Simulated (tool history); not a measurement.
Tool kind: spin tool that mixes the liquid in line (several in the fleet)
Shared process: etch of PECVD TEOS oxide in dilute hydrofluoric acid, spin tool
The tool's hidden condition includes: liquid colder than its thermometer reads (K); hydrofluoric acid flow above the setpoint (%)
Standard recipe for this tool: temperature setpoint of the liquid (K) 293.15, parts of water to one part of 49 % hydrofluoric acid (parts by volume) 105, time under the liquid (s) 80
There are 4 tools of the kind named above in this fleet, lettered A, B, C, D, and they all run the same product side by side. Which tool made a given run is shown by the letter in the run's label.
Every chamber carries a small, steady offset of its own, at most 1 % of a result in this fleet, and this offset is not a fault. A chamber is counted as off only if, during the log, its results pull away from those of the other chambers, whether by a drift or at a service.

run,day,temperature setpoint of the liquid (K),parts of water to one part of 49 % hydrofluoric acid (parts by volume),time under the liquid (s),hours since the thermometer was replaced,hours since the hydrofluoric acid flow meter was replaced,"read-back film thickness of the PECVD TEOS oxide reference wafer, read on the same gauge (nm)",thickness taken off the PECVD TEOS oxide on a monitor wafer (nm)
1D,0.179,293.15,105,80,941.9,1234.6,90.025,18.323
2B,0.400,293.15,105,80,988.0,1483.0,89.994,18.161
3C,0.612,293.15,105,80,1558.1,1404.8,89.992,18.198
4A,0.858,293.15,105,80,1401.7,273.9,89.979,18.199
5C,1.067,293.15,105,80,1569.0,1415.7,90.030,18.178
6B,1.300,293.15,105,80,1009.6,1504.6,89.997,18.166
7A,1.542,293.15,105,80,1418.1,290.3,90.034,18.069
8D,1.742,293.15,105,80,979.4,1272.1,90.012,18.293
9C,1.938,293.15,105,80,1589.9,1436.6,89.993,18.118
10A,2.162,293.15,105,80,1433.0,305.2,89.976,18.119
11D,2.342,293.15,105,80,993.8,1286.5,90.016,18.273
12B,2.533,293.15,105,80,1039.2,1534.2,89.967,18.299
13C,2.808,293.15,105,80,1610.8,1457.5,90.007,18.186
14D,2.958,290.15,105,80,1008.6,1301.3,90.026,16.125
15B,3.104,290.15,105,80,1052.9,1547.9,89.979,16.266
16A,3.242,290.15,105,80,1458.9,331.1,90.012,16.141
17B,3.392,290.15,105,80,1059.8,1554.8,89.994,16.333
18A,3.638,293.15,105,80,1468.4,340.6,89.980,18.099
19C,3.817,293.15,105,80,1635.0,1481.7,90.007,18.237
20D,4.071,293.15,105,80,1035.3,1328.0,89.973,18.217
21C,4.325,293.15,105,80,1647.2,1493.9,89.997,18.414
22D,4.546,293.15,105,80,1046.7,1339.4,90.034,18.203
23B,4.750,295.15,105,80,1092.4,1587.4,90.009,20.222
24A,4.888,295.15,105,80,1498.4,370.6,90.001,19.703
25D,5.062,295.15,105,80,1059.1,1351.8,90.012,19.736
26B,5.325,295.15,105,80,1106.2,1601.2,90.011,20.409
27C,5.579,293.15,105,80,1677.3,1524.0,90.003,18.198
28A,5.817,293.15,105,80,1520.7,392.9,89.978,18.197
29C,5.958,293.15,105,80,1686.4,1533.1,89.970,18.221
# day 6.117: chamber D: hydrofluoric acid flow meter replaced
30A,6.142,293.15,105,80,1528.5,400.7,89.986,18.206
31B,6.362,297.15,105,65,1131.1,1626.1,89.987,18.210
32D,6.617,297.15,105,65,1096.4,12.0,89.969,17.241
33B,6.771,297.15,105,65,1140.9,1635.9,89.977,18.042
34D,6.971,297.15,105,65,1104.9,20.5,90.005,17.427
35C,7.242,293.15,105,80,1717.2,1563.9,89.981,18.070
36A,7.483,293.15,105,80,1560.7,432.9,90.017,18.121
37B,7.721,293.15,105,80,1163.7,1658.7,89.991,19.027
38D,7.871,293.15,105,80,1126.5,42.1,89.987,18.204
39A,8.058,293.15,105,80,1574.5,446.7,89.956,18.117
40C,8.229,293.15,105,80,1740.9,1587.6,89.970,18.247

Predict what each chamber gives when all 4 of them run the settings below next.
41A,8.429,293.15,105,80,,,,?
41B,8.429,293.15,105,80,,,,?
41C,8.429,293.15,105,80,,,,?
41D,8.429,293.15,105,80,,,,?

run,thickness taken off the PECVD TEOS oxide on a monitor wafer (nm)
41A,18.138
41B,19.316
41C,18.108
41D,18.047
